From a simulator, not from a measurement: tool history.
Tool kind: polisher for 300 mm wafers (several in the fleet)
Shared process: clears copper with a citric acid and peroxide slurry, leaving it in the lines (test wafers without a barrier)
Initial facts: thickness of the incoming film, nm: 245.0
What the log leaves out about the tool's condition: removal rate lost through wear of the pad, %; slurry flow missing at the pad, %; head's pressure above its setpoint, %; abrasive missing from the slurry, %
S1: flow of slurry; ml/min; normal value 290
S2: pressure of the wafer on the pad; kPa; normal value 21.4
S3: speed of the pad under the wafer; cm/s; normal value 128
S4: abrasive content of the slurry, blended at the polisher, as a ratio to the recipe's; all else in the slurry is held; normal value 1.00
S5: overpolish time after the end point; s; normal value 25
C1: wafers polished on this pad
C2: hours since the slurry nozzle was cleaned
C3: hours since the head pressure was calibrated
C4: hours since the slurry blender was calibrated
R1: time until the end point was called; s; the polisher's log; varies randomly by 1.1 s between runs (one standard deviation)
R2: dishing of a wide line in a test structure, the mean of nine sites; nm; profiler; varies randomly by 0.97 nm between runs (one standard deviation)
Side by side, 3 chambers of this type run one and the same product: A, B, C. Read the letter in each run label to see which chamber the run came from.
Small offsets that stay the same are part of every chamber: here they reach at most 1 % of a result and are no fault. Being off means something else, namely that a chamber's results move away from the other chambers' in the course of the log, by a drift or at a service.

{"run": "1B", "day": 0.225, "S1": 290, "S2": 21.4, "S3": 128, "S4": 1.0, "S5": 25, "C1": 257, "C2": 185.5, "C3": 621.5, "C4": 46.7, "R1": 96.14, "R2": 40.752}
{"run": "2C", "day": 0.479, "S1": 290, "S2": 21.4, "S3": 128, "S4": 1.0, "S5": 25, "C1": 245, "C2": 526.3, "C3": 1211.2, "C4": 204.3, "R1": 93.688, "R2": 40.854}
{"day": 0.85, "done": "chamber C: slurry blender recalibrated"}
{"run": "3A", "day": 0.875, "S1": 290, "S2": 21.4, "S3": 128, "S4": 1.0, "S5": 25, "C1": 348, "C2": 99.2, "C3": 274.1, "C4": 118.4, "R1": 96.1, "R2": 40.586}
{"run": "4C", "day": 1.096, "S1": 290, "S2": 21.4, "S3": 128, "S4": 1.0, "S5": 25, "C1": 375, "C2": 541.1, "C3": 1226.0, "C4": 6.0, "R1": 95.354, "R2": 38.387}
{"run": "5A", "day": 1.5, "S1": 290, "S2": 21.4, "S3": 128, "S4": 1.0, "S5": 25, "C1": 479, "C2": 114.2, "C3": 289.1, "C4": 133.4, "R1": 96.874, "R2": 38.779}
{"day": 1.696, "done": "chamber B: worn pad replaced by a new one"}
{"run": "6B", "day": 1.762, "S1": 290, "S2": 21.4, "S3": 128, "S4": 1.0, "S5": 25, "C1": 14, "C2": 222.4, "C3": 658.4, "C4": 83.6, "R1": 94.577, "R2": 40.588}
{"run": "7C", "day": 2.108, "S1": 330, "S2": 21.4, "S3": 128, "S4": 1.0, "S5": 18, "C1": 587, "C2": 565.4, "C3": 1250.3, "C4": 30.3, "R1": 95.27, "R2": 32.571}
{"run": "8A", "day": 2.383, "S1": 330, "S2": 21.4, "S3": 128, "S4": 1.0, "S5": 18, "C1": 664, "C2": 135.4, "C3": 310.3, "C4": 154.6, "R1": 94.854, "R2": 31.929}
{"run": "9B", "day": 2.75, "S1": 330, "S2": 21.4, "S3": 128, "S4": 1.0, "S5": 18, "C1": 221, "C2": 246.1, "C3": 682.1, "C4": 107.3, "R1": 94.827, "R2": 30.5}
{"day": 2.942, "done": "chamber A: slurry blender recalibrated"}
{"run": "10B", "day": 3.042, "S1": 290, "S2": 21.4, "S3": 128, "S4": 1.0, "S5": 25, "C1": 282, "C2": 253.1, "C3": 689.1, "C4": 114.3, "R1": 95.976, "R2": 41.017}
{"run": "11C", "day": 3.217, "S1": 290, "S2": 21.4, "S3": 128, "S4": 1.0, "S5": 25, "C1": 820, "C2": 592.0, "C3": 1276.9, "C4": 56.9, "R1": 96.712, "R2": 40.856}
{"run": "12A", "day": 3.488, "S1": 290, "S2": 21.4, "S3": 128, "S4": 1.0, "S5": 25, "C1": 896, "C2": 161.9, "C3": 336.8, "C4": 13.1, "R1": 94.732, "R2": 40.139}
{"run": "13B", "day": 3.821, "S1": 290, "S2": 21.4, "S3": 128, "S4": 1.0, "S5": 25, "C1": 446, "C2": 271.8, "C3": 707.8, "C4": 133.0, "R1": 97.42, "R2": 40.434}
{"run": "14C", "day": 4.062, "S1": 290, "S2": 21.4, "S3": 128, "S4": 1.0, "S5": 25, "C1": 997, "C2": 612.3, "C3": 1297.2, "C4": 77.2, "R1": 95.276, "R2": 41.639}
{"day": 4.204, "done": "chamber B: slurry blender recalibrated"}
{"run": "15A", "day": 4.3, "S1": 290, "S2": 21.4, "S3": 128, "S4": 1.0, "S5": 25, "C1": 1066, "C2": 181.4, "C3": 356.3, "C4": 32.6, "R1": 94.53, "R2": 41.066}
{"day": 4.317, "done": "chamber B: worn pad replaced by a new one"}
{"day": 4.471, "done": "chamber C: worn pad replaced by a new one"}
{"run": "16B", "day": 4.7, "S1": 290, "S2": 21.4, "S3": 128, "S4": 1.0, "S5": 25, "C1": 81, "C2": 292.9, "C3": 728.9, "C4": 11.9, "R1": 96.251, "R2": 41.699}
{"day": 4.733, "done": "chamber B: head pressure recalibrated"}
{"day": 4.917, "done": "chamber A: slurry nozzle cleaned"}
{"run": "17C", "day": 5.088, "S1": 290, "S2": 21.4, "S3": 128, "S4": 1.0, "S5": 25, "C1": 129, "C2": 636.9, "C3": 1321.8, "C4": 101.8, "R1": 94.358, "R2": 42.264}
{"run": "18A", "day": 5.462, "S1": 205, "S2": 21.4, "S3": 162, "S4": 1.0, "S5": 25, "C1": 1310, "C2": 13.2, "C3": 384.2, "C4": 60.5, "R1": 78.55, "R2": 48.437}
{"run": "19B", "day": 5.762, "S1": 205, "S2": 21.4, "S3": 162, "S4": 1.0, "S5": 25, "C1": 303, "C2": 318.4, "C3": 24.8, "C4": 37.4, "R1": 73.373, "R2": 50.638}
{"day": 6.062, "done": "chamber A: worn pad replaced by a new one"}
{"run": "20C", "day": 6.088, "S1": 205, "S2": 21.4, "S3": 162, "S4": 1.0, "S5": 25, "C1": 339, "C2": 660.9, "C3": 1345.8, "C4": 125.8, "R1": 79.468, "R2": 47.869}
{"run": "21A", "day": 6.3, "S1": 290, "S2": 21.4, "S3": 128, "S4": 1.0, "S5": 25, "C1": 50, "C2": 33.3, "C3": 404.3, "C4": 80.6, "R1": 94.207, "R2": 39.704}
{"run": "22A", "day": 6.575, "S1": 290, "S2": 21.4, "S3": 128, "S4": 1.0, "S5": 25, "C1": 108, "C2": 39.9, "C3": 410.9, "C4": 87.2, "R1": 97.774, "R2": 40.511}
{"day": 6.717, "done": "chamber B: worn pad replaced by a new one"}
{"run": "23B", "day": 6.908, "S1": 290, "S2": 21.4, "S3": 128, "S4": 0.85, "S5": 25, "C1": 40, "C2": 345.9, "C3": 52.3, "C4": 64.9, "R1": 92.932, "R2": 43.61}
{"run": "24C", "day": 7.154, "S1": 290, "S2": 21.4, "S3": 128, "S4": 0.85, "S5": 25, "C1": 563, "C2": 686.5, "C3": 1371.4, "C4": 151.4, "R1": 98.971, "R2": 40.183}
{"run": "25C", "day": 7.488, "S1": 290, "S2": 21.4, "S3": 128, "S4": 0.85, "S5": 25, "C1": 633, "C2": 694.5, "C3": 1379.4, "C4": 159.4, "R1": 97.53, "R2": 40.177}
{"run": "26B", "day": 7.667, "S1": 290, "S2": 21.4, "S3": 128, "S4": 1.0, "S5": 25, "C1": 199, "C2": 364.1, "C3": 70.5, "C4": 83.1, "R1": 89.513, "R2": 44.41}
{"run": "27A", "day": 8.054, "S1": 350, "S2": 21.4, "S3": 128, "S4": 1.0, "S5": 25, "C1": 418, "C2": 75.4, "C3": 446.4, "C4": 122.7, "R1": 92.081, "R2": 39.591}
{"run": "28C", "day": 8.275, "S1": 350, "S2": 21.4, "S3": 128, "S4": 1.0, "S5": 25, "C1": 798, "C2": 713.4, "C3": 1398.3, "C4": 178.3, "R1": 93.235, "R2": 40.952}
{"run": "29A", "day": 8.479, "S1": 350, "S2": 21.4, "S3": 128, "S4": 1.0, "S5": 25, "C1": 507, "C2": 85.6, "C3": 456.6, "C4": 132.9, "R1": 93.27, "R2": 40.68}
{"day": 8.488, "done": "chamber C: slurry blender recalibrated"}
{"run": "30B", "day": 8.675, "S1": 290, "S2": 21.4, "S3": 128, "S4": 1.0, "S5": 25, "C1": 411, "C2": 388.3, "C3": 94.7, "C4": 107.3, "R1": 88.498, "R2": 43.807}
{"run": "31A", "day": 8.858, "S1": 290, "S2": 21.4, "S3": 128, "S4": 1.0, "S5": 31, "C1": 587, "C2": 94.7, "C3": 465.7, "C4": 142.0, "R1": 95.577, "R2": 49.359}
{"day": 9.025, "done": "chamber C: head pressure recalibrated"}
{"day": 9.221, "done": "chamber B: worn pad replaced by a new one"}
{"run": "32C", "day": 9.267, "S1": 290, "S2": 21.4, "S3": 128, "S4": 1.0, "S5": 31, "C1": 1006, "C2": 737.2, "C3": 5.8, "C4": 18.8, "R1": 95.143, "R2": 47.272}
{"run": "33B", "day": 9.654, "S1": 290, "S2": 21.4, "S3": 128, "S4": 1.0, "S5": 31, "C1": 91, "C2": 411.8, "C3": 118.2, "C4": 130.8, "R1": 90.095, "R2": 52.48}
{"day": 9.788, "done": "chamber C: worn pad replaced by a new one"}
{"run": "34C", "day": 9.942, "S1": 290, "S2": 21.4, "S3": 128, "S4": 1.0, "S5": 25, "C1": 32, "C2": 753.4, "C3": 22.0, "C4": 35.0, "R1": 94.861, "R2": 40.593}
{"day": 10.246, "done": "chamber A: slurry blender recalibrated"}
{"day": 10.304, "done": "chamber B: slurry blender recalibrated"}
{"run": "35A", "day": 10.304, "S1": 290, "S2": 21.4, "S3": 128, "S4": 1.0, "S5": 25, "C1": 890, "C2": 129.4, "C3": 500.4, "C4": 1.5, "R1": 96.64, "R2": 41.207}
{"run": "36B", "day": 10.692, "S1": 290, "S2": 21.4, "S3": 128, "S4": 1.0, "S5": 25, "C1": 308, "C2": 436.7, "C3": 143.1, "C4": 9.3, "R1": 89.683, "R2": 42.439}
{"run": "37B", "day": 11.004, "S1": 290, "S2": 21.4, "S3": 128, "S4": 1.0, "S5": 25, "C1": 374, "C2": 444.2, "C3": 150.6, "C4": 16.8, "R1": 91.502, "R2": 44.32}

Next, all 3 chambers run the settings below, one line each with question marks for the results. What does each chamber give?
{"run": "38A", "day": 11.3, "S1": 290, "S2": 21.4, "S3": 128, "S4": 1.0, "S5": 25, "R1": "?", "R2": "?"}
{"run": "38B", "day": 11.3, "S1": 290, "S2": 21.4, "S3": 128, "S4": 1.0, "S5": 25, "R1": "?", "R2": "?"}
{"run": "38C", "day": 11.3, "S1": 290, "S2": 21.4, "S3": 128, "S4": 1.0, "S5": 25, "R1": "?", "R2": "?"}

run=38A R1=94.903 R2=39.483
run=38B R1=89.468 R2=44.157
run=38C R1=94.617 R2=42.148
